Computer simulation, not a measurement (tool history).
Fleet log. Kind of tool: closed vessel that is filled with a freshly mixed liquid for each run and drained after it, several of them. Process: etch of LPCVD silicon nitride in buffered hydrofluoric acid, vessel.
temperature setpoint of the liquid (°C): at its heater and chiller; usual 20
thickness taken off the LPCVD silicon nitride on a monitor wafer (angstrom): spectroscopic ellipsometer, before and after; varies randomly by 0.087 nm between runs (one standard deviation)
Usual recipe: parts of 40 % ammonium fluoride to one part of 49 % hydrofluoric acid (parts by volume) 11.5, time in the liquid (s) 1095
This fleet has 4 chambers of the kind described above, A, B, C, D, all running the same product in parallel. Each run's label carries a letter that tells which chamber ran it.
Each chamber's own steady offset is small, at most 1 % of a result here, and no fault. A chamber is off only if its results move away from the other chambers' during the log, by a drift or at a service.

run	hour	temperature setpoint of the liquid (°C)	parts of 40 % ammonium fluoride to one part of 49 % hydrofluoric acid (parts by volume)	time in the liquid (s)	read-back film thickness of the LPCVD silicon nitride reference wafer, read on the same gauge (nm)	thickness taken off the LPCVD silicon nitride on a monitor wafer (angstrom)
1D	14.5	20	11.5	1095	80.007	102.14
2B	29.1	20	11.5	1095	80.024	103.24
3C	43.8	20	11.5	1095	79.988	102.53
4A	57	20	11.5	1095	80.02	103.05
5B	70.6	20	11.5	1095	80.019	101.9
6C	83.9	20	11.5	1095	79.961	103.89
7A	95.9	20	11.5	1095	79.992	102.71
8D	104.9	24.5	13	1095	79.991	118.06
9C	113.5	24.5	13	1095	80.003	119.14
10D	129.5	24.5	13	1095	79.987	116.75
11A	142	24.5	13	1095	79.988	117.47
12B	151.2	20	11.5	1095	80.006	102.11
13D	163	20	11.5	1095	80.001	102.29
14B	175.1	20	11.5	1095	79.988	100.77
# hour 183.1: chamber B: hydrofluoric acid flow meter replaced
15A	187.4	20	11.5	1095	80.014	103.17
16C	197.9	20	11.5	1095	80.011	102.23
17D	210	20	11.5	1095	79.991	102.91
18B	219.2	20	11.5	1095	79.983	97.436
# hour 220.8: chamber D: thermometer replaced
19A	231.2	20	11.5	1095	79.972	104.99
20C	247.3	20	11.5	1095	80.044	103.36
21D	259.8	20	11.5	1095	80.029	102.22
22A	269.3	20	11.5	1095	79.999	103.45
23B	285.5	20	11.5	1095	79.989	94.503
24C	297	20	11.5	1095	80.025	102.49
25B	305.8	20	11.5	1095	79.985	94.79
26A	321.4	20	11.5	1095	79.997	103.48
27C	334.7	20	11.5	1095	79.988	102.36

Is one chamber out of step, is the gauge drifting, or do the chambers differ by no more than their own small offsets? For an off chamber, give its letter and the likeliest cause.

Chamber B drifts away from the others.
Most likely cause: liquid colder than its thermometer reads (K) = 2.03.

Here are 4 candidates for chamber B's next run, each the usual settings with a change, their results left as question marks. Which one brings its results back in line with what the others give on the usual settings?
To be in line, a result may differ from the other chambers' mean on the usual settings by at most: thickness taken off the LPCVD silicon nitride on a monitor wafer (angstrom) 3
28B-1	346.4	20.5	10.5	1095		?
28B-2	346.4	19.5	12	960		?
28B-3	346.4	23.5	11.5	1095		?
28B-4	346.4	20	13	1095		?

Usual-settings mean across the other chambers: thickness taken off the LPCVD silicon nitride on a monitor wafer (angstrom) 102.93
run	thickness taken off the LPCVD silicon nitride on a monitor wafer (angstrom)
28B-1	102.56
28B-2	74.664
28B-3	111.19
28B-4	81.069
With 28B-1, the chamber falls back in line with the rest.
